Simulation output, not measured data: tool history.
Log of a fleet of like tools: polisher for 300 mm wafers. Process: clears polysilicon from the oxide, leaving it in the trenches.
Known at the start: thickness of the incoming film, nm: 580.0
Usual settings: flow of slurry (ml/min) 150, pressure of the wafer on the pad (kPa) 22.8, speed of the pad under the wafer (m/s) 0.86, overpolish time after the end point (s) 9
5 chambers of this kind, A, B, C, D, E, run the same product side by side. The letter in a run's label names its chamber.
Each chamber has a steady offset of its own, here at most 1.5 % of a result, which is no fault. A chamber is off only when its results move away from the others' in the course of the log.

run,hour,flow of slurry (ml/min),pressure of the wafer on the pad (kPa),speed of the pad under the wafer (m/s),overpolish time after the end point (s),time until the end point was called (s),dishing of a wide line in a test structure (Å)
# hour 6.6: chamber D: worn pad replaced by a new one
1C,10.1,150,22.8,0.86,9,33.336,591.94
# hour 19.3: chamber B: worn pad replaced by a new one
# hour 19.7: chamber C: worn pad replaced by a new one
2B,20.1,150,22.8,0.86,9,32.960,599.87
# hour 31.6: chamber A: worn pad replaced by a new one
3E,32.5,150,22.8,0.86,9,33.623,596.07
4A,38.3,150,22.8,0.86,9,33.512,596.07
5D,49.7,115,22.8,0.76,9,38.823,567.30
6D,61.8,115,22.8,0.76,9,39.421,562.87
# hour 64.5: chamber D: worn pad replaced by a new one
# hour 67.8: chamber E: head pressure recalibrated
7A,68.1,115,22.8,0.76,9,39.809,572.56
# hour 75.1: chamber E: worn pad replaced by a new one
8E,77.6,115,22.8,0.76,9,41.516,574.50
# hour 79.6: chamber C: worn pad replaced by a new one
9C,85.2,115,22.8,0.76,9,39.630,560.19
# hour 87.5: chamber A: worn pad replaced by a new one
# hour 91.4: chamber B: worn pad replaced by a new one
10B,96.8,150,22.8,0.86,9,33.187,591.03
11C,106.1,150,22.8,0.86,9,33.272,588.44
12A,113.7,150,22.8,0.86,9,33.542,601.92
# hour 120.4: chamber D: worn pad replaced by a new one
13D,123.8,150,22.8,0.86,9,33.513,605.69
# hour 133.3: chamber E: slurry nozzle cleaned
14B,136.7,150,22.8,0.86,9,32.843,589.42
# hour 138.2: chamber C: worn pad replaced by a new one
# hour 139.0: chamber A: head pressure recalibrated
# hour 142.9: chamber A: worn pad replaced by a new one
15E,146.5,150,22.8,0.86,9,33.564,601.35
16A,152.9,150,22.8,0.86,9,33.423,600.52
# hour 154.4: chamber B: worn pad replaced by a new one
17C,165.1,150,22.8,0.68,9,41.539,553.23
18B,176.8,150,22.8,0.68,9,42.370,559.28
# hour 177.6: chamber E: worn pad replaced by a new one
19E,186.1,150,22.8,0.68,9,43.296,546.11
# hour 190.0: chamber D: worn pad replaced by a new one
20D,193.7,150,22.8,0.68,9,42.174,553.33
# hour 199.5: chamber C: worn pad replaced by a new one
# hour 203.2: chamber A: worn pad replaced by a new one
21E,204.4,150,22.8,0.68,9,41.957,553.24
22D,210.8,150,27.6,0.86,8,27.639,602.08
# hour 216.5: chamber B: worn pad replaced by a new one
23C,221.4,150,27.6,0.86,8,27.384,613.03
24A,229.5,150,27.6,0.86,8,26.880,591.19
25B,235.3,150,27.6,0.86,8,27.455,594.25
26D,246.0,150,27.6,0.86,8,27.816,596.31
27A,253.8,150,22.8,0.86,9,33.422,589.44
28E,264.1,150,22.8,0.86,9,33.239,593.50
# hour 268.4: chamber C: worn pad replaced by a new one
# hour 272.8: chamber C: head pressure recalibrated
29C,276.1,150,22.8,0.86,9,33.007,610.23
# hour 283.2: chamber B: worn pad replaced by a new one
30B,287.3,150,29.6,1.00,9,21.991,625.15
31C,298.1,150,29.6,1.00,9,22.196,640.73
# hour 298.5: chamber E: worn pad replaced by a new one
32E,308.0,150,29.6,1.00,9,22.150,626.79

All 5 chambers run these settings next. Forecast each chamber's results:
33A,317.3,150,22.8,1.02,9,?,?
33B,317.3,150,22.8,1.02,9,?,?
33C,317.3,150,22.8,1.02,9,?,?
33D,317.3,150,22.8,1.02,9,?,?
33E,317.3,150,22.8,1.02,9,?,?

run,time until the end point was called (s),dishing of a wide line in a test structure (Å)
33A,27.692,604.30
33B,29.022,627.76
33C,27.588,604.21
33D,28.744,616.38
33E,27.266,619.64
